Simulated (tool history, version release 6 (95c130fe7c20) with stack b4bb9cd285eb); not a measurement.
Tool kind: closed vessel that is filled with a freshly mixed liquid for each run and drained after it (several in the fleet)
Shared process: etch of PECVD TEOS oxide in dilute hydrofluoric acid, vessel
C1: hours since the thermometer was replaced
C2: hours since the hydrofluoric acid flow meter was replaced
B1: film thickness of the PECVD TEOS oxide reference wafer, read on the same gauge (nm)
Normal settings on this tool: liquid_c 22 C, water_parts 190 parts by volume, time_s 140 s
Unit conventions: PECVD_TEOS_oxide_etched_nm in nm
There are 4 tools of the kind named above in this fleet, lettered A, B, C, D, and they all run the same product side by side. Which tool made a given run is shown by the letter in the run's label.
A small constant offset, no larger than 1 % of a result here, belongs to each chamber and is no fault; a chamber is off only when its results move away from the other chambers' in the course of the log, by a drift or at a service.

{"hour": 2.2, "done": "chamber C: hydrofluoric acid flow meter replaced"}
{"run": "1B", "hour": 11.9, "liquid_c": 22, "water_parts": 190, "time_s": 140, "C1": 909.9, "C2": 1070.9, "B1": 120.0, "PECVD_TEOS_oxide_etched_nm": 11.147}
{"run": "2D", "hour": 21.4, "liquid_c": 22, "water_parts": 190, "time_s": 140, "C1": 291.0, "C2": 848.1, "B1": 120.0, "PECVD_TEOS_oxide_etched_nm": 11.09}
{"hour": 26.4, "done": "chamber A: thermometer replaced"}
{"run": "3C", "hour": 31.0, "liquid_c": 22, "water_parts": 190, "time_s": 140, "C1": 1335.9, "C2": 28.8, "B1": 119.98, "PECVD_TEOS_oxide_etched_nm": 11.025}
{"run": "4A", "hour": 38.8, "liquid_c": 22, "water_parts": 190, "time_s": 140, "C1": 12.4, "C2": 131.9, "B1": 119.99, "PECVD_TEOS_oxide_etched_nm": 10.952}
{"run": "5A", "hour": 46.5, "liquid_c": 22, "water_parts": 190, "time_s": 140, "C1": 20.1, "C2": 139.6, "B1": 120.0, "PECVD_TEOS_oxide_etched_nm": 10.984}
{"run": "6B", "hour": 57.4, "liquid_c": 22, "water_parts": 140, "time_s": 100, "C1": 955.4, "C2": 1116.4, "B1": 120.0, "PECVD_TEOS_oxide_etched_nm": 11.251}
{"run": "7C", "hour": 68.1, "liquid_c": 22, "water_parts": 140, "time_s": 100, "C1": 1373.0, "C2": 65.9, "B1": 120.02, "PECVD_TEOS_oxide_etched_nm": 11.269}
{"run": "8D", "hour": 76.6, "liquid_c": 22, "water_parts": 140, "time_s": 100, "C1": 346.2, "C2": 903.3, "B1": 119.98, "PECVD_TEOS_oxide_etched_nm": 11.342}
{"run": "9B", "hour": 83.6, "liquid_c": 22, "water_parts": 140, "time_s": 100, "C1": 981.6, "C2": 1142.6, "B1": 119.99, "PECVD_TEOS_oxide_etched_nm": 11.186}
{"run": "10D", "hour": 93.5, "liquid_c": 22, "water_parts": 190, "time_s": 140, "C1": 363.1, "C2": 920.2, "B1": 120.0, "PECVD_TEOS_oxide_etched_nm": 11.228}
{"run": "11A", "hour": 102.6, "liquid_c": 22, "water_parts": 190, "time_s": 140, "C1": 76.2, "C2": 195.7, "B1": 120.01, "PECVD_TEOS_oxide_etched_nm": 11.073}
{"run": "12C", "hour": 108.5, "liquid_c": 22, "water_parts": 190, "time_s": 140, "C1": 1413.4, "C2": 106.3, "B1": 119.98, "PECVD_TEOS_oxide_etched_nm": 10.964}
{"run": "13C", "hour": 115.5, "liquid_c": 22, "water_parts": 190, "time_s": 140, "C1": 1420.4, "C2": 113.3, "B1": 120.01, "PECVD_TEOS_oxide_etched_nm": 11.076}
{"run": "14D", "hour": 125.6, "liquid_c": 22, "water_parts": 190, "time_s": 140, "C1": 395.2, "C2": 952.3, "B1": 120.0, "PECVD_TEOS_oxide_etched_nm": 11.187}
{"hour": 129.5, "done": "chamber C: thermometer replaced"}
{"run": "15B", "hour": 137.3, "liquid_c": 22, "water_parts": 190, "time_s": 140, "C1": 1035.3, "C2": 1196.3, "B1": 119.99, "PECVD_TEOS_oxide_etched_nm": 10.98}
{"run": "16A", "hour": 143.4, "liquid_c": 22, "water_parts": 190, "time_s": 140, "C1": 117.0, "C2": 236.5, "B1": 120.0, "PECVD_TEOS_oxide_etched_nm": 11.081}
{"run": "17D", "hour": 154.8, "liquid_c": 22, "water_parts": 190, "time_s": 140, "C1": 424.4, "C2": 981.5, "B1": 120.0, "PECVD_TEOS_oxide_etched_nm": 11.09}
{"run": "18B", "hour": 164.7, "liquid_c": 22, "water_parts": 190, "time_s": 140, "C1": 1062.7, "C2": 1223.7, "B1": 120.0, "PECVD_TEOS_oxide_etched_nm": 11.041}
{"run": "19A", "hour": 172.3, "liquid_c": 22, "water_parts": 190, "time_s": 140, "C1": 145.9, "C2": 265.4, "B1": 119.98, "PECVD_TEOS_oxide_etched_nm": 11.086}
{"run": "20C", "hour": 178.6, "liquid_c": 22, "water_parts": 190, "time_s": 140, "C1": 49.2, "C2": 176.4, "B1": 120.0, "PECVD_TEOS_oxide_etched_nm": 11.144}
{"run": "21A", "hour": 186.3, "liquid_c": 22, "water_parts": 190, "time_s": 140, "C1": 159.9, "C2": 279.4, "B1": 120.02, "PECVD_TEOS_oxide_etched_nm": 10.926}
{"run": "22B", "hour": 193.2, "liquid_c": 22, "water_parts": 190, "time_s": 140, "C1": 1091.2, "C2": 1252.2, "B1": 119.97, "PECVD_TEOS_oxide_etched_nm": 10.915}
{"run": "23C", "hour": 204.1, "liquid_c": 22, "water_parts": 190, "time_s": 140, "C1": 74.7, "C2": 201.9, "B1": 120.0, "PECVD_TEOS_oxide_etched_nm": 11.148}
{"run": "24D", "hour": 214.8, "liquid_c": 22, "water_parts": 190, "time_s": 140, "C1": 484.4, "C2": 1041.5, "B1": 120.0, "PECVD_TEOS_oxide_etched_nm": 11.222}
{"run": "25D", "hour": 222.8, "liquid_c": 22, "water_parts": 190, "time_s": 140, "C1": 492.4, "C2": 1049.5, "B1": 119.99, "PECVD_TEOS_oxide_etched_nm": 11.173}
{"run": "26C", "hour": 233.5, "liquid_c": 22, "water_parts": 190, "time_s": 140, "C1": 104.1, "C2": 231.3, "B1": 119.99, "PECVD_TEOS_oxide_etched_nm": 10.963}
{"run": "27B", "hour": 243.1, "liquid_c": 22, "water_parts": 190, "time_s": 140, "C1": 1141.1, "C2": 1302.1, "B1": 120.0, "PECVD_TEOS_oxide_etched_nm": 11.034}
{"run": "28A", "hour": 252.6, "liquid_c": 25, "water_parts": 190, "time_s": 140, "C1": 226.2, "C2": 345.7, "B1": 120.0, "PECVD_TEOS_oxide_etched_nm": 12.347}
{"run": "29A", "hour": 262.8, "liquid_c": 25, "water_parts": 190, "time_s": 140, "C1": 236.4, "C2": 355.9, "B1": 119.99, "PECVD_TEOS_oxide_etched_nm": 12.348}

Next, every chamber runs the same settings. What will each give?
{"run": "30A", "hour": 271.4, "liquid_c": 22, "water_parts": 190, "time_s": 140, "PECVD_TEOS_oxide_etched_nm": "?"}
{"run": "30B", "hour": 271.4, "liquid_c": 22, "water_parts": 190, "time_s": 140, "PECVD_TEOS_oxide_etched_nm": "?"}
{"run": "30C", "hour": 271.4, "liquid_c": 22, "water_parts": 190, "time_s": 140, "PECVD_TEOS_oxide_etched_nm": "?"}
{"run": "30D", "hour": 271.4, "liquid_c": 22, "water_parts": 190, "time_s": 140, "PECVD_TEOS_oxide_etched_nm": "?"}

run=30A PECVD_TEOS_oxide_etched_nm=11.133
run=30B PECVD_TEOS_oxide_etched_nm=11.001
run=30C PECVD_TEOS_oxide_etched_nm=10.992
run=30D PECVD_TEOS_oxide_etched_nm=11.211
